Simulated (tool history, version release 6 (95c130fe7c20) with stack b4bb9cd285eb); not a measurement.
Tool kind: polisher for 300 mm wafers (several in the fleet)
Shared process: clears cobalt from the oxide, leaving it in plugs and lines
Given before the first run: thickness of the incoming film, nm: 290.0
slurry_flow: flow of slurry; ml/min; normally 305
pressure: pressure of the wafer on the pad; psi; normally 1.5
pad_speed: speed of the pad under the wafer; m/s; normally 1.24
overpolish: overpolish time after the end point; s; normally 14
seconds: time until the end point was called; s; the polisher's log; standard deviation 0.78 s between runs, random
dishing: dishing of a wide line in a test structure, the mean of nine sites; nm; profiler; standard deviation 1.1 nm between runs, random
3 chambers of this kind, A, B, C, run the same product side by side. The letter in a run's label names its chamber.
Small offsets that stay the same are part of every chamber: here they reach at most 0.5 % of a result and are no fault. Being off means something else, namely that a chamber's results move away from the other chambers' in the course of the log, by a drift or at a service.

| run | hour | slurry_flow | pressure | pad_speed | overpolish | wafers polished on this pad | hours since the slurry nozzle was cleaned | hours since the head pressure was calibrated | seconds | dishing |
|---|---|---|---|---|---|---|---|---|---|---|
|  | 2.5 | chamber B: worn pad replaced by a new one |
| 1C | 4.8 | 305 | 1.5 | 1.24 | 14 | 100 | 578.9 | 529.1 | 62.961 | 47.356 |
| 2B | 12.5 | 305 | 1.5 | 1.24 | 14 | 115 | 731.9 | 245.6 | 62.864 | 45.486 |
| 3A | 19.4 | 305 | 1.5 | 1.24 | 14 | 497 | 46.6 | 586.6 | 62.866 | 46.704 |
| 4B | 27.5 | 305 | 1.5 | 1.24 | 14 | 288 | 746.9 | 260.6 | 61.397 | 46.088 |
| 5C | 35.1 | 305 | 1.5 | 1.24 | 14 | 448 | 609.2 | 559.4 | 62.034 | 45.770 |
| 6A | 38.7 | 305 | 1.5 | 1.24 | 14 | 720 | 65.9 | 605.9 | 61.694 | 46.937 |
|  | 41.9 | chamber A: worn pad replaced by a new one |
| 7C | 44.1 | 305 | 1.5 | 1.24 | 14 | 552 | 618.2 | 568.4 | 62.595 | 47.281 |
|  | 44.4 | chamber C: worn pad replaced by a new one |
|  | 46.8 | chamber C: head pressure recalibrated |
| 8B | 51.0 | 305 | 1.5 | 1.24 | 10 | 558 | 770.4 | 284.1 | 61.558 | 36.187 |
|  | 52.8 | chamber B: worn pad replaced by a new one |
| 9A | 55.8 | 305 | 1.5 | 1.24 | 10 | 160 | 83.0 | 623.0 | 63.294 | 36.283 |
| 10A | 60.6 | 305 | 1.5 | 1.24 | 10 | 215 | 87.8 | 627.8 | 61.435 | 36.341 |
| 11B | 66.4 | 305 | 1.3 | 1.24 | 14 | 157 | 785.8 | 299.5 | 72.039 | 39.708 |
| 12C | 72.3 | 305 | 1.3 | 1.24 | 14 | 321 | 646.4 | 25.5 | 73.152 | 41.838 |
|  | 77.3 | chamber B: slurry nozzle cleaned |
| 13C | 77.4 | 305 | 1.3 | 1.24 | 14 | 380 | 651.5 | 30.6 | 73.091 | 42.817 |
| 14A | 83.3 | 305 | 1.5 | 1.24 | 14 | 477 | 110.5 | 650.5 | 61.136 | 44.833 |
| 15B | 88.3 | 305 | 1.5 | 1.24 | 14 | 409 | 11.0 | 321.4 | 62.729 | 47.074 |
| 16B | 96.7 | 305 | 1.5 | 1.00 | 14 | 505 | 19.4 | 329.8 | 77.177 | 38.802 |
|  | 102.0 | chamber C: worn pad replaced by a new one |
| 17C | 102.1 | 305 | 1.5 | 1.00 | 14 | 1 | 676.2 | 55.3 | 76.912 | 40.014 |
|  | 103.9 | chamber A: worn pad replaced by a new one |
|  | 106.4 | chamber B: worn pad replaced by a new one |
| 18A | 107.9 | 305 | 1.5 | 1.00 | 14 | 47 | 135.1 | 675.1 | 76.114 | 39.950 |
| 19A | 114.6 | 305 | 1.5 | 1.24 | 14 | 124 | 141.8 | 681.8 | 62.022 | 47.477 |
| 20C | 121.8 | 305 | 1.5 | 1.24 | 14 | 228 | 695.9 | 75.0 | 62.723 | 44.236 |
| 21B | 129.7 | 305 | 1.5 | 1.24 | 14 | 268 | 52.4 | 362.8 | 60.918 | 47.765 |
| 22B | 135.1 | 305 | 1.5 | 1.24 | 14 | 330 | 57.8 | 368.2 | 63.363 | 46.609 |
| 23C | 141.4 | 305 | 1.5 | 1.24 | 14 | 453 | 715.5 | 94.6 | 63.007 | 45.551 |
|  | 147.9 | chamber C: worn pad replaced by a new one |
| 24A | 148.9 | 305 | 1.5 | 1.24 | 14 | 518 | 176.1 | 716.1 | 63.728 | 44.526 |
|  | 152.1 | chamber B: worn pad replaced by a new one |
| 25C | 153.3 | 305 | 1.3 | 1.24 | 20 | 63 | 727.4 | 106.5 | 72.953 | 52.062 |
| 26B | 158.5 | 305 | 1.3 | 1.24 | 20 | 74 | 81.2 | 391.6 | 71.877 | 53.314 |
| 27A | 163.0 | 305 | 1.3 | 1.24 | 20 | 681 | 190.2 | 730.2 | 71.422 | 54.576 |
| 28B | 168.9 | 305 | 1.5 | 1.24 | 14 | 193 | 91.6 | 402.0 | 61.464 | 47.509 |
| 29A | 176.1 | 380 | 1.5 | 1.24 | 17 | 831 | 203.3 | 743.3 | 60.852 | 51.917 |

Next, every chamber runs the same settings. What will each give?
| 30A | 182.1 | 305 | 1.5 | 1.24 | 14 |  |  |  | ? | ? |
| 30B | 182.1 | 305 | 1.5 | 1.24 | 14 |  |  |  | ? | ? |
| 30C | 182.1 | 305 | 1.5 | 1.24 | 14 |  |  |  | ? | ? |

| run | seconds | dishing |
|---|---|---|
| 30A | 64.451 | 45.768 |
| 30B | 61.546 | 46.213 |
| 30C | 62.338 | 45.378 |
